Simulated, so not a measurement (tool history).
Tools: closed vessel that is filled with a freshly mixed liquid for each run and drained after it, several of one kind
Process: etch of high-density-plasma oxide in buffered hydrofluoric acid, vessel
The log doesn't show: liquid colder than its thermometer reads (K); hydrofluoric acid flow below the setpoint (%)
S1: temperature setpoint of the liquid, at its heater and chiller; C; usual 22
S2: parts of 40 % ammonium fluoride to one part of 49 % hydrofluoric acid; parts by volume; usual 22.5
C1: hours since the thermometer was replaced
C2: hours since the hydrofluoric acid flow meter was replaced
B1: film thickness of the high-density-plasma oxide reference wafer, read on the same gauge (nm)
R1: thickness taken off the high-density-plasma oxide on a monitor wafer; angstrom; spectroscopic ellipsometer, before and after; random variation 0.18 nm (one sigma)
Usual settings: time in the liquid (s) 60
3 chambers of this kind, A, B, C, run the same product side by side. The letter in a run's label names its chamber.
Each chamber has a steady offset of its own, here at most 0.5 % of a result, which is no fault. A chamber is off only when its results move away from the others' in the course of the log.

{"run": "1C", "hour": 6.9, "S1": 22, "S2": 22.5, "time in the liquid (s)": 60, "C1": 229.5, "C2": 301.1, "B1": 69.979, "R1": 314.14}
{"run": "2B", "hour": 12.9, "S1": 22, "S2": 22.5, "time in the liquid (s)": 60, "C1": 847.7, "C2": 1798.2, "B1": 70.003, "R1": 307.83}
{"run": "3A", "hour": 19.5, "S1": 22, "S2": 22.5, "time in the liquid (s)": 60, "C1": 2143.2, "C2": 883.8, "B1": 69.987, "R1": 311.06}
{"run": "4B", "hour": 25.9, "S1": 22, "S2": 22.5, "time in the liquid (s)": 60, "C1": 860.7, "C2": 1811.2, "B1": 70.002, "R1": 308.67}
{"run": "5A", "hour": 35.4, "S1": 22, "S2": 22.5, "time in the liquid (s)": 60, "C1": 2159.1, "C2": 899.7, "B1": 69.973, "R1": 308.35}
{"run": "6C", "hour": 45.0, "S1": 18, "S2": 22.5, "time in the liquid (s)": 60, "C1": 267.6, "C2": 339.2, "B1": 69.99, "R1": 249.83}
{"hour": 46.6, "done": "chamber A: hydrofluoric acid flow meter replaced"}
{"hour": 51.2, "done": "chamber A: thermometer replaced"}
{"run": "7C", "hour": 54.6, "S1": 18, "S2": 22.5, "time in the liquid (s)": 60, "C1": 277.2, "C2": 348.8, "B1": 69.996, "R1": 248.51}
{"run": "8B", "hour": 59.7, "S1": 18, "S2": 22.5, "time in the liquid (s)": 60, "C1": 894.5, "C2": 1845.0, "B1": 70.013, "R1": 247.31}
{"run": "9A", "hour": 68.4, "S1": 22, "S2": 22.5, "time in the liquid (s)": 60, "C1": 17.3, "C2": 21.9, "B1": 70.011, "R1": 311.75}
{"run": "10A", "hour": 76.2, "S1": 22, "S2": 22.5, "time in the liquid (s)": 60, "C1": 25.1, "C2": 29.7, "B1": 69.987, "R1": 313.37}
{"run": "11B", "hour": 81.8, "S1": 22, "S2": 28.5, "time in the liquid (s)": 60, "C1": 916.6, "C2": 1867.1, "B1": 70.033, "R1": 259.2}
{"run": "12C", "hour": 91.3, "S1": 22, "S2": 28.5, "time in the liquid (s)": 60, "C1": 313.9, "C2": 385.5, "B1": 70.003, "R1": 266.81}
{"run": "13B", "hour": 99.3, "S1": 22, "S2": 28.5, "time in the liquid (s)": 60, "C1": 934.1, "C2": 1884.6, "B1": 70.029, "R1": 260.25}
{"run": "14C", "hour": 107.5, "S1": 22, "S2": 22.5, "time in the liquid (s)": 60, "C1": 330.1, "C2": 401.7, "B1": 70.032, "R1": 312.8}
{"hour": 108.8, "done": "chamber B: hydrofluoric acid flow meter replaced"}
{"run": "15A", "hour": 114.5, "S1": 22, "S2": 22.5, "time in the liquid (s)": 60, "C1": 63.4, "C2": 68.0, "B1": 69.97, "R1": 309.23}
{"run": "16A", "hour": 120.6, "S1": 22, "S2": 22.5, "time in the liquid (s)": 60, "C1": 69.5, "C2": 74.1, "B1": 70.034, "R1": 311.55}
{"run": "17C", "hour": 127.6, "S1": 22, "S2": 22.5, "time in the liquid (s)": 60, "C1": 350.2, "C2": 421.8, "B1": 70.001, "R1": 312.68}
{"run": "18B", "hour": 133.1, "S1": 22, "S2": 22.5, "time in the liquid (s)": 60, "C1": 967.9, "C2": 24.3, "B1": 70.003, "R1": 300.06}
{"run": "19A", "hour": 142.7, "S1": 22, "S2": 22.5, "time in the liquid (s)": 60, "C1": 91.6, "C2": 96.2, "B1": 69.968, "R1": 311.05}
{"run": "20C", "hour": 152.1, "S1": 22, "S2": 22.5, "time in the liquid (s)": 60, "C1": 374.7, "C2": 446.3, "B1": 70.0, "R1": 311.45}
{"run": "21B", "hour": 160.9, "S1": 22, "S2": 22.5, "time in the liquid (s)": 60, "C1": 995.7, "C2": 52.1, "B1": 69.994, "R1": 300.03}
{"run": "22A", "hour": 167.5, "S1": 22, "S2": 22.5, "time in the liquid (s)": 60, "C1": 116.4, "C2": 121.0, "B1": 69.994, "R1": 313.34}
{"run": "23B", "hour": 175.3, "S1": 22, "S2": 22.5, "time in the liquid (s)": 60, "C1": 1010.1, "C2": 66.5, "B1": 70.016, "R1": 301.59}
{"run": "24C", "hour": 185.1, "S1": 22, "S2": 22.5, "time in the liquid (s)": 60, "C1": 407.7, "C2": 479.3, "B1": 69.993, "R1": 307.39}
{"run": "25B", "hour": 190.0, "S1": 22, "S2": 22.5, "time in the liquid (s)": 60, "C1": 1024.8, "C2": 81.2, "B1": 69.98, "R1": 298.19}
{"run": "26A", "hour": 194.8, "S1": 22, "S2": 22.5, "time in the liquid (s)": 60, "C1": 143.7, "C2": 148.3, "B1": 69.984, "R1": 313.15}
{"run": "27C", "hour": 204.9, "S1": 22, "S2": 22.5, "time in the liquid (s)": 60, "C1": 427.5, "C2": 499.1, "B1": 70.014, "R1": 314.01}
{"run": "28A", "hour": 213.4, "S1": 22, "S2": 22.5, "time in the liquid (s)": 60, "C1": 162.3, "C2": 166.9, "B1": 69.978, "R1": 313.87}
{"run": "29B", "hour": 221.6, "S1": 22, "S2": 22.5, "time in the liquid (s)": 60, "C1": 1056.4, "C2": 112.8, "B1": 70.005, "R1": 297.09}
{"hour": 222.8, "done": "chamber C: thermometer replaced"}
{"run": "30C", "hour": 228.7, "S1": 22, "S2": 22.5, "time in the liquid (s)": 60, "C1": 5.9, "C2": 522.9, "B1": 70.01, "R1": 309.93}
{"run": "31C", "hour": 233.6, "S1": 22, "S2": 22.5, "time in the liquid (s)": 60, "C1": 10.8, "C2": 527.8, "B1": 69.927, "R1": 311.67}

What goes on in this fleet: one chamber off, a drifting gauge, or nothing beyond the chambers' own small offsets? Name the chamber and the cause, if any.

Chamber B drifts away from the others.
Cause: liquid colder than its thermometer reads (K) = 0.932.

Here are 4 candidates for chamber B's next run, each the usual settings with a change, their results left as question marks. Which one brings its results back in line with what the others give on the usual settings?
In line means no further than this from the other chambers' mean on the usual settings: R1 6.40 angstrom
{"run": "32B-1", "hour": 241.5, "S1": 22.0, "S2": 23.0, "time in the liquid (s)": 55, "R1": "?"}
{"run": "32B-2", "hour": 241.5, "S1": 22.5, "S2": 21.5, "time in the liquid (s)": 60, "R1": "?"}
{"run": "32B-3", "hour": 241.5, "S1": 23.0, "S2": 21.0, "time in the liquid (s)": 60, "R1": "?"}
{"run": "32B-4", "hour": 241.5, "S1": 21.5, "S2": 23.5, "time in the liquid (s)": 60, "R1": "?"}

The other chambers' mean on the usual settings: R1 312.18 angstrom
run=32B-1 R1=268.10
run=32B-2 R1=315.46
run=32B-3 R1=329.74
run=32B-4 R1=280.01
32B-2 brings the chamber back in line.
